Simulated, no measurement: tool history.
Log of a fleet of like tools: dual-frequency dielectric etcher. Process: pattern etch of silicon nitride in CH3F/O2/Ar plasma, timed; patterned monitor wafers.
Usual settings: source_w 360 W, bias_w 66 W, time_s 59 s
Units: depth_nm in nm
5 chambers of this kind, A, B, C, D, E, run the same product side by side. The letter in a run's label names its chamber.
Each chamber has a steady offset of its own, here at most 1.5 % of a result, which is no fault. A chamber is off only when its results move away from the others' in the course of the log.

run,hour,source_w,bias_w,time_s,"read-back reference wafer on the same gauge, depth_nm",depth_nm
1B,8.3,360,66,59,37.509,38.625
2E,14.1,360,66,59,37.506,38.226
3A,22.9,360,66,59,37.501,38.211
4D,33.7,360,66,59,37.5,38.383
5C,41.1,360,66,59,37.507,39.02
6D,46.9,360,66,59,37.539,38.271
7A,58.4,360,66,59,37.489,38.095
8C,68.8,320,66,59,37.497,37.177
9E,76.4,320,66,59,37.487,36.303
10B,84.2,320,66,59,37.497,36.855
11E,90.9,320,66,59,37.507,36.432
12D,101.3,320,66,59,37.488,36.493
13B,111.5,360,61,59,37.477,37.43
14A,117,360,61,59,37.503,37.24
15C,126.7,360,61,59,37.478,37.765
16D,134.2,360,61,59,37.535,37.17
17A,143.4,360,61,59,37.525,37.291
# hour 145.8: chamber E: wet clean of the chamber
18B,152.1,360,66,59,37.494,38.686
19E,159.3,290,78,59,37.489,37.132
# hour 162.2: chamber D: wet clean of the chamber
20C,169.5,290,78,59,37.501,38.11
21C,174.6,290,78,59,37.496,37.835
22E,186.2,290,78,59,37.508,37.44
23A,197.8,290,78,59,37.497,37.058
24D,209.3,360,66,59,37.529,38.155
25B,220.5,360,66,59,37.499,38.59
26D,228.5,360,66,59,37.516,38.137
27A,233.8,360,66,59,37.522,38.294
# hour 238.8: chamber A: wet clean of the chamber
28C,241.8,360,66,59,37.517,38.843
29E,249.5,360,66,59,37.488,38.082
30B,255.5,360,66,59,37.497,38.577
31D,260.9,360,66,59,37.495,38.216
32B,270.7,360,66,59,37.5,38.558
33A,280,360,66,59,37.481,38.081
34C,288.1,360,66,59,37.508,38.918
35E,296.4,360,66,59,37.478,38.111
36E,303.5,360,66,59,37.504,38.277
37B,315.1,360,66,59,37.504,38.523
38C,320.9,360,66,59,37.498,38.835

Is one chamber off against the others, does the gauge drift, or is nothing wrong? If a chamber is off, say which, and what the likeliest cause is.

No chamber stands off beyond its own small offset, and the gauge holds steady.
